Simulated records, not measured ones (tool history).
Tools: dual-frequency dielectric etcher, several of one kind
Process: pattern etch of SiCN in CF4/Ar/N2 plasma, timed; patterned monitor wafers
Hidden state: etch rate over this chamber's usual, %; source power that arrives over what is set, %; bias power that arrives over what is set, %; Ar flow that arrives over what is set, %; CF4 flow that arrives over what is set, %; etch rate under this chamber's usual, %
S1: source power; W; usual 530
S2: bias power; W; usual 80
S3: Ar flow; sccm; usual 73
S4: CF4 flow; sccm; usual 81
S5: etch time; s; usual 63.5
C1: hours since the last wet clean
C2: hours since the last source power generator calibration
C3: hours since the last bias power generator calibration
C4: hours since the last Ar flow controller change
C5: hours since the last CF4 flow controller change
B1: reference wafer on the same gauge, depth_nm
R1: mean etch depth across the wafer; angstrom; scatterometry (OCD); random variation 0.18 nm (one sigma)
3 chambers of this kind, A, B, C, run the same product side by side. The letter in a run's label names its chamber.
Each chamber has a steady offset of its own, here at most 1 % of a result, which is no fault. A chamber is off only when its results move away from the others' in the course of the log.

Run 1B, hour 2.1: usual settings; C1 303.6; C2 1349.3; C3 3227.9; C4 3296.2; C5 46.1; B1 67.810. Result: R1 700.08 angstrom.
Run 2C, hour 5.6: usual settings; C1 351.1; C2 1540.0; C3 210.0; C4 2945.4; C5 1552.5; B1 67.761. Result: R1 691.56 angstrom.
Run 3A, hour 9.9: usual settings; C1 372.9; C2 857.1; C3 242.2; C4 1210.5; C5 461.3; B1 67.767. Result: R1 697.60 angstrom.
Run 4C, hour 13.5: usual settings; C1 359.0; C2 1547.9; C3 217.9; C4 2953.3; C5 1560.4; B1 67.758. Result: R1 690.83 angstrom.
Run 5B, hour 16.1: usual settings; C1 317.6; C2 1363.3; C3 3241.9; C4 3310.2; C5 60.1; B1 67.808. Result: R1 701.22 angstrom.
Run 6A, hour 18.3: usual settings; C1 381.3; C2 865.5; C3 250.6; C4 1218.9; C5 469.7; B1 67.811. Result: R1 694.57 angstrom.
Run 7A, hour 21.1: usual settings but S4 94 sccm; C1 384.1; C2 868.3; C3 253.4; C4 1221.7; C5 472.5; B1 67.812. Result: R1 707.75 angstrom.
Run 8C, hour 23.1: usual settings but S4 94 sccm; C1 368.6; C2 1557.5; C3 227.5; C4 2962.9; C5 1570.0; B1 67.822. Result: R1 705.89 angstrom.
Run 9B, hour 26.8: usual settings but S4 94 sccm; C1 328.3; C2 1374.0; C3 3252.6; C4 3320.9; C5 70.8; B1 67.732. Result: R1 712.84 angstrom.
Run 10B, hour 30.5: usual settings; C1 332.0; C2 1377.7; C3 3256.3; C4 3324.6; C5 74.5; B1 67.865. Result: R1 702.63 angstrom.
Run 11A, hour 33.8: usual settings; C1 396.8; C2 881.0; C3 266.1; C4 1234.4; C5 485.2; B1 67.764. Result: R1 695.23 angstrom.
At hour 35.4: chamber B: bias power generator calibrated.
Run 12C, hour 36.0: usual settings; C1 381.5; C2 1570.4; C3 240.4; C4 2975.8; C5 1582.9; B1 67.870. Result: R1 692.18 angstrom.
Run 13B, hour 39.0: usual settings; C1 340.5; C2 1386.2; C3 3.6; C4 3333.1; C5 83.0; B1 67.787. Result: R1 709.75 angstrom.
Run 14C, hour 43.3: usual settings; C1 388.8; C2 1577.7; C3 247.7; C4 2983.1; C5 1590.2; B1 67.795. Result: R1 692.65 angstrom.
Run 15A, hour 46.4: usual settings; C1 409.4; C2 893.6; C3 278.7; C4 1247.0; C5 497.8; B1 67.772. Result: R1 699.37 angstrom.
Run 16C, hour 49.6: usual settings; C1 395.1; C2 1584.0; C3 254.0; C4 2989.4; C5 1596.5; B1 67.791. Result: R1 688.74 angstrom.
Run 17A, hour 53.7: usual settings; C1 416.7; C2 900.9; C3 286.0; C4 1254.3; C5 505.1; B1 67.766. Result: R1 697.00 angstrom.
Run 18B, hour 58.0: usual settings; C1 359.5; C2 1405.2; C3 22.6; C4 3352.1; C5 102.0; B1 67.779. Result: R1 709.04 angstrom.
Run 19C, hour 60.3: usual settings; C1 405.8; C2 1594.7; C3 264.7; C4 3000.1; C5 1607.2; B1 67.815. Result: R1 691.52 angstrom.
At hour 62.4: chamber C: wet clean of the chamber.
Run 20B, hour 63.7: usual settings; C1 365.2; C2 1410.9; C3 28.3; C4 3357.8; C5 107.7; B1 67.817. Result: R1 709.79 angstrom.
Run 21A, hour 66.4: usual settings; C1 429.4; C2 913.6; C3 298.7; C4 1267.0; C5 517.8; B1 67.768. Result: R1 700.13 angstrom.
Run 22C, hour 69.6: usual settings; C1 7.3; C2 1604.0; C3 274.0; C4 3009.4; C5 1616.5; B1 67.841. Result: R1 692.95 angstrom.
Run 23B, hour 73.9: usual settings; C1 375.4; C2 1421.1; C3 38.5; C4 3368.0; C5 117.9; B1 67.822. Result: R1 711.01 angstrom.
Run 24A, hour 76.1: usual settings; C1 439.1; C2 923.3; C3 308.4; C4 1276.7; C5 527.5; B1 67.759. Result: R1 697.89 angstrom.
Run 25B, hour 79.4: usual settings; C1 380.9; C2 1426.6; C3 44.0; C4 3373.5; C5 123.4; B1 67.822. Result: R1 713.17 angstrom.

Is one chamber off against the others, does the gauge drift, or is nothing wrong? If a chamber is off, say which, and what the likeliest cause is.

A service left chamber B off against the others.
Cause: bias power that arrives over what is set, % = 4.34.

Here are 4 candidates for chamber B's next run, each the usual settings with a change, their results left as question marks. Which one brings its results back in line with what the others give on the usual settings?
In line means no further than this from the other chambers' mean on the usual settings: R1 6.20 angstrom
Run 26B-1, hour 82.6: usual settings but S5 64.0 s. Result: R1 ?.
Run 26B-2, hour 82.6: usual settings but S1 520 W, S2 79 W. Result: R1 ?.
Run 26B-3, hour 82.6: usual settings but S5 63.0 s. Result: R1 ?.
Run 26B-4, hour 82.6: usual settings but S5 65.0 s. Result: R1 ?.

The other chambers' mean on the usual settings: R1 694.84 angstrom
  run      R1
26B-1  717.17
26B-2  696.74
26B-3  705.96
26B-4  728.38
26B-2 brings the chamber back in line.

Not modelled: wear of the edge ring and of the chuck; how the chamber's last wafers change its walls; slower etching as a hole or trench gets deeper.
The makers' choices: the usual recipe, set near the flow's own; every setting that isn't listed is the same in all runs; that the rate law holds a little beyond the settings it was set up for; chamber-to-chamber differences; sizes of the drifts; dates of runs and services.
